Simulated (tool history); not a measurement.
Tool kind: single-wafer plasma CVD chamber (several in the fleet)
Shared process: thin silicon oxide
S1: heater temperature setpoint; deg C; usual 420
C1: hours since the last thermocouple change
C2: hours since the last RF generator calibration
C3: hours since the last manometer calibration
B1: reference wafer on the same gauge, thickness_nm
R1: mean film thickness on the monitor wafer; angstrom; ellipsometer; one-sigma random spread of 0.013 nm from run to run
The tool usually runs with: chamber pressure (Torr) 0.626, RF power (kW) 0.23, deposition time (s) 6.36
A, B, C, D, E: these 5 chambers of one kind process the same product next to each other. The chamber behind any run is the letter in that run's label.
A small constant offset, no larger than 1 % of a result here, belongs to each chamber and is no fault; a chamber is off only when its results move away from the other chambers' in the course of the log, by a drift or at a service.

Run 1E, hour 12.3: usual settings; C1 14.5; C2 246.4; C3 503; B1 8.5416. Result: R1 79.588 angstrom.
Run 2A, hour 25: usual settings; C1 3060.2; C2 1379.7; C3 669.6; B1 8.5357. Result: R1 80.186 angstrom.
Run 3C, hour 32.6: usual settings; C1 243.8; C2 724.6; C3 559.4; B1 8.5352. Result: R1 79.827 angstrom.
Run 4D, hour 47.1: usual settings; C1 1270.1; C2 200.6; C3 718.1; B1 8.5341. Result: R1 79.408 angstrom.
Run 5B, hour 56.2: usual settings; C1 1765; C2 791.6; C3 930.1; B1 8.5371. Result: R1 80.051 angstrom.
Run 6A, hour 66.2: usual settings but chamber pressure (Torr) 0.576; C1 3101.4; C2 1420.9; C3 710.8; B1 8.5318. Result: R1 73.397 angstrom.
Run 7D, hour 74.2: usual settings but chamber pressure (Torr) 0.576; C1 1297.2; C2 227.7; C3 745.2; B1 8.5286. Result: R1 72.771 angstrom.
At hour 75.6: chamber A: thermocouple changed; heater temperature recalibrated.
Run 8B, hour 85.2: usual settings but chamber pressure (Torr) 0.576; C1 1794; C2 820.6; C3 959.1; B1 8.5284. Result: R1 73.138 angstrom.
Run 9E, hour 92: usual settings but chamber pressure (Torr) 0.576; C1 94.2; C2 326.1; C3 582.7; B1 8.5281. Result: R1 72.399 angstrom.
Run 10C, hour 107.3: usual settings but chamber pressure (Torr) 0.576; C1 318.5; C2 799.3; C3 634.1; B1 8.5249. Result: R1 73.079 angstrom.
Run 11C, hour 114.7: usual settings; C1 325.9; C2 806.7; C3 641.5; B1 8.5202. Result: R1 79.941 angstrom.
Run 12A, hour 128: usual settings; C1 52.5; C2 1482.7; C3 772.6; B1 8.5199. Result: R1 80.118 angstrom.
Run 13D, hour 143.6: usual settings; C1 1366.6; C2 297.1; C3 814.6; B1 8.5206. Result: R1 79.228 angstrom.
Run 14B, hour 153.4: usual settings; C1 1862.2; C2 888.8; C3 1027.3; B1 8.5196. Result: R1 80.02 angstrom.
Run 15E, hour 167.6: usual settings but S1 427 deg C, deposition time (s) 5.16; C1 169.8; C2 401.7; C3 658.3; B1 8.5147. Result: R1 64.049 angstrom.
Run 16D, hour 178.4: usual settings but S1 427 deg C, deposition time (s) 5.16; C1 1401.4; C2 331.9; C3 849.4; B1 8.5154. Result: R1 64.199 angstrom.
Run 17A, hour 193.4: usual settings but S1 427 deg C, deposition time (s) 5.16; C1 117.9; C2 1548.1; C3 838; B1 8.5096. Result: R1 64.568 angstrom.
Run 18B, hour 203.7: usual settings but S1 427 deg C, deposition time (s) 5.16; C1 1912.5; C2 939.1; C3 1077.6; B1 8.5084. Result: R1 64.834 angstrom.
Run 19E, hour 213.6: usual settings but S1 427 deg C, deposition time (s) 5.16; C1 215.8; C2 447.7; C3 704.3; B1 8.5061. Result: R1 64.01 angstrom.
Run 20C, hour 225: usual settings; C1 436.2; C2 917; C3 751.8; B1 8.5063. Result: R1 79.633 angstrom.
At hour 234.4: chamber C: RF generator calibrated.
Run 21D, hour 235.7: usual settings but deposition time (s) 5.23; C1 1458.7; C2 389.2; C3 906.7; B1 8.5083. Result: R1 65.333 angstrom.
Run 22A, hour 245.6: usual settings but deposition time (s) 5.23; C1 170.1; C2 1600.3; C3 890.2; B1 8.5042. Result: R1 65.796 angstrom.
Run 23E, hour 253.9: usual settings but deposition time (s) 5.23; C1 256.1; C2 488; C3 744.6; B1 8.5029. Result: R1 65.009 angstrom.
Run 24C, hour 268.1: usual settings but deposition time (s) 5.23; C1 479.3; C2 33.8; C3 794.9; B1 8.4983. Result: R1 65.413 angstrom.
At hour 278.3: chamber A: RF generator calibrated.
Run 25B, hour 278.9: usual settings but deposition time (s) 5.23; C1 1987.7; C2 1014.3; C3 1152.8; B1 8.5052. Result: R1 65.497 angstrom.
Run 26D, hour 293.7: usual settings; C1 1516.7; C2 447.2; C3 964.7; B1 8.4995. Result: R1 79.395 angstrom.
Run 27A, hour 307.1: usual settings; C1 231.6; C2 28.9; C3 951.7; B1 8.4931. Result: R1 79.842 angstrom.
Run 28B, hour 322.2: usual settings; C1 2031; C2 1057.6; C3 1196.1; B1 8.4917. Result: R1 79.743 angstrom.
Run 29C, hour 337.7: usual settings but RF power (kW) 0.195; C1 548.9; C2 103.4; C3 864.5; B1 8.4915. Result: R1 73.607 angstrom.
Run 30E, hour 345.3: usual settings but RF power (kW) 0.195; C1 347.5; C2 579.4; C3 836; B1 8.4914. Result: R1 73.076 angstrom.
Run 31E, hour 354.8: usual settings but RF power (kW) 0.195; C1 357; C2 588.9; C3 845.5; B1 8.4868. Result: R1 73.122 angstrom.
Run 32A, hour 363.3: usual settings but RF power (kW) 0.195; C1 287.8; C2 85.1; C3 1007.9; B1 8.4847. Result: R1 73.729 angstrom.
Run 33C, hour 371.8: usual settings but RF power (kW) 0.195; C1 583; C2 137.5; C3 898.6; B1 8.4857. Result: R1 73.782 angstrom.
Run 34D, hour 379.8: usual settings; C1 1602.8; C2 533.3; C3 1050.8; B1 8.4837. Result: R1 79.166 angstrom.

Has any chamber moved away from the others, gradually or after a service, or does the common gauge drift, or do the chambers differ only by their own small steady offsets? State the chamber and the most likely cause if one applies.

Gauge drift. The chambers move together only on paper, and none stands off.
Cause: gauge reads low (%) = 0.657.
